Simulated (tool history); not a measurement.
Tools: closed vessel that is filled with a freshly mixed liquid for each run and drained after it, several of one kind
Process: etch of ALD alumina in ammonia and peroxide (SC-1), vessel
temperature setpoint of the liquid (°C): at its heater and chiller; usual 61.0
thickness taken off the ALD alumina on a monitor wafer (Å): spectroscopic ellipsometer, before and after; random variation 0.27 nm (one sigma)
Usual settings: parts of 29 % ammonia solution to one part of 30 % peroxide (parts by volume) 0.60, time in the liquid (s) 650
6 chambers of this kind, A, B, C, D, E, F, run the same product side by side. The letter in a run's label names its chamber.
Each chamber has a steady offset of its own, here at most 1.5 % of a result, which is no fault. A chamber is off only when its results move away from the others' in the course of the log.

run   hour  temperature setpoint of the liquid (°C)  parts of 29 % ammonia solution to one part of 30 % peroxide (parts by volume)  time in the liquid (s)  read-back film thickness of the ALD alumina reference wafer, read on the same gauge (nm)  thickness taken off the ALD alumina on a monitor wafer (Å)
       3.6  -- chamber E: ammonia flow meter replaced
 1F   11.5                                     61.0                                                                           0.60                     650                                                                                    130.01                                                      368.63
 2A   23.8                                     61.0                                                                           0.60                     650                                                                                    130.00                                                      374.99
 3C   35.7                                     61.0                                                                           0.60                     650                                                                                    130.05                                                      369.66
 4D   47.8                                     61.0                                                                           0.60                     650                                                                                    130.00                                                      369.83
 5E   62.3                                     61.0                                                                           0.60                     650                                                                                    130.05                                                      373.00
 6B   74.8                                     61.0                                                                           0.60                     650                                                                                    130.04                                                      374.38
 7E   90.0                                     61.0                                                                           0.60                     650                                                                                    129.96                                                      371.50
      93.9  -- chamber D: ammonia flow meter replaced
 8C  103.6                                     61.0                                                                           0.60                     515                                                                                    130.01                                                      290.91
 9F  113.9                                     61.0                                                                           0.60                     515                                                                                    130.00                                                      293.96
10A  122.7                                     61.0                                                                           0.60                     515                                                                                    129.98                                                      295.45
11D  134.3                                     61.0                                                                           0.60                     515                                                                                    130.01                                                      291.36
12B  148.0                                     61.0                                                                           0.60                     515                                                                                    130.06                                                      295.39
     150.7  -- chamber C: new drum of ammonia solution connected
     156.7  -- chamber D: new drum of ammonia solution connected
     159.3  -- chamber C: thermometer replaced
13E  160.3                                     61.0                                                                           0.60                     515                                                                                    130.02                                                      292.07
14F  172.7                                     61.0                                                                           0.60                     650                                                                                    130.00                                                      367.96
15B  182.7                                     61.0                                                                           0.60                     650                                                                                    130.00                                                      373.35
     190.5  -- chamber B: thermometer replaced
16C  197.1                                     61.0                                                                           0.60                     650                                                                                    130.01                                                      365.52
17D  208.7                                     61.0                                                                           0.60                     800                                                                                    130.02                                                      451.02
     210.0  -- chamber A: ammonia flow meter replaced
18A  216.8                                     61.0                                                                           0.60                     800                                                                                    130.01                                                      455.64
19D  225.1                                     61.0                                                                           0.60                     800                                                                                    130.00                                                      447.80
20C  237.0                                     61.0                                                                           0.60                     800                                                                                    130.03                                                      453.47
21B  244.2                                     61.0                                                                           0.60                     800                                                                                    130.02                                                      459.30
     252.8  -- chamber C: ammonia flow meter replaced
     256.6  -- chamber F: new drum of ammonia solution connected
22A  256.7                                     61.0                                                                           0.60                     800                                                                                    130.02                                                      462.88
23E  270.0                                     61.0                                                                           0.60                     650                                                                                    130.00                                                      357.41
24F  281.2                                     61.0                                                                           0.60                     650                                                                                    130.01                                                      369.99
25B  294.3                                     64.5                                                                           0.60                     950                                                                                    130.02                                                      646.47
26E  301.2                                     64.5                                                                           0.60                     950                                                                                    130.02                                                      623.97
27C  308.3                                     64.5                                                                           0.60                     950                                                                                    129.97                                                      648.12
28D  319.2                                     64.5                                                                           0.60                     950                                                                                    129.95                                                      642.76
29A  331.4                                     64.5                                                                           0.60                     950                                                                                    130.03                                                      646.54
30F  346.0                                     64.5                                                                           0.60                     950                                                                                    129.94                                                      655.60
     348.0  -- chamber C: new drum of ammonia solution connected
31F  357.1                                     70.0                                                                           0.85                     650                                                                                    129.95                                                      593.75
     365.6  -- chamber E: new drum of ammonia solution connected
32B  371.2                                     70.0                                                                           0.85                     650                                                                                    130.01                                                      600.42
33D  379.9                                     70.0                                                                           0.85                     650                                                                                    130.05                                                      592.08
     384.8  -- chamber D: thermometer replaced
34A  389.5                                     70.0                                                                           0.85                     650                                                                                    130.07                                                      599.42
35C  401.4                                     70.0                                                                           0.85                     650                                                                                    129.99                                                      589.45
36E  415.1                                     70.0                                                                           0.85                     650                                                                                    130.03                                                      572.79
37B  425.5                                     61.0                                                                           0.70                     650                                                                                    130.02                                                      378.88
38E  432.7                                     61.0                                                                           0.70                     650                                                                                    130.03                                                      354.14
39C  442.4                                     61.0                                                                           0.70                     650                                                                                    129.99                                                      372.18
40D  455.8                                     61.0                                                                           0.70                     650                                                                                    130.01                                                      374.48
41A  463.3                                     61.0                                                                           0.70                     650                                                                                    130.01                                                      378.27
42F  470.6                                     61.0                                                                           0.70                     650                                                                                    130.00                                                      375.29
43C  482.0                                     61.0                                                                           0.60                     650                                                                                    130.04                                                      368.50
44E  489.3                                     61.0                                                                           0.60                     650                                                                                    130.02                                                      345.72

Next, every chamber runs the same settings. What will each give?
45A  500.3                                     61.0                                                                           0.60                     650                                                                                                                                                     ?
45B  500.3                                     61.0                                                                           0.60                     650                                                                                                                                                     ?
45C  500.3                                     61.0                                                                           0.60                     650                                                                                                                                                     ?
45D  500.3                                     61.0                                                                           0.60                     650                                                                                                                                                     ?
45E  500.3                                     61.0                                                                           0.60                     650                                                                                                                                                     ?
45F  500.3                                     61.0                                                                           0.60                     650                                                                                                                                                     ?

run  thickness taken off the ALD alumina on a monitor wafer (Å)
45A                                                      370.41
45B                                                      370.65
45C                                                      363.39
45D                                                      368.02
45E                                                      348.49
45F                                                      372.53
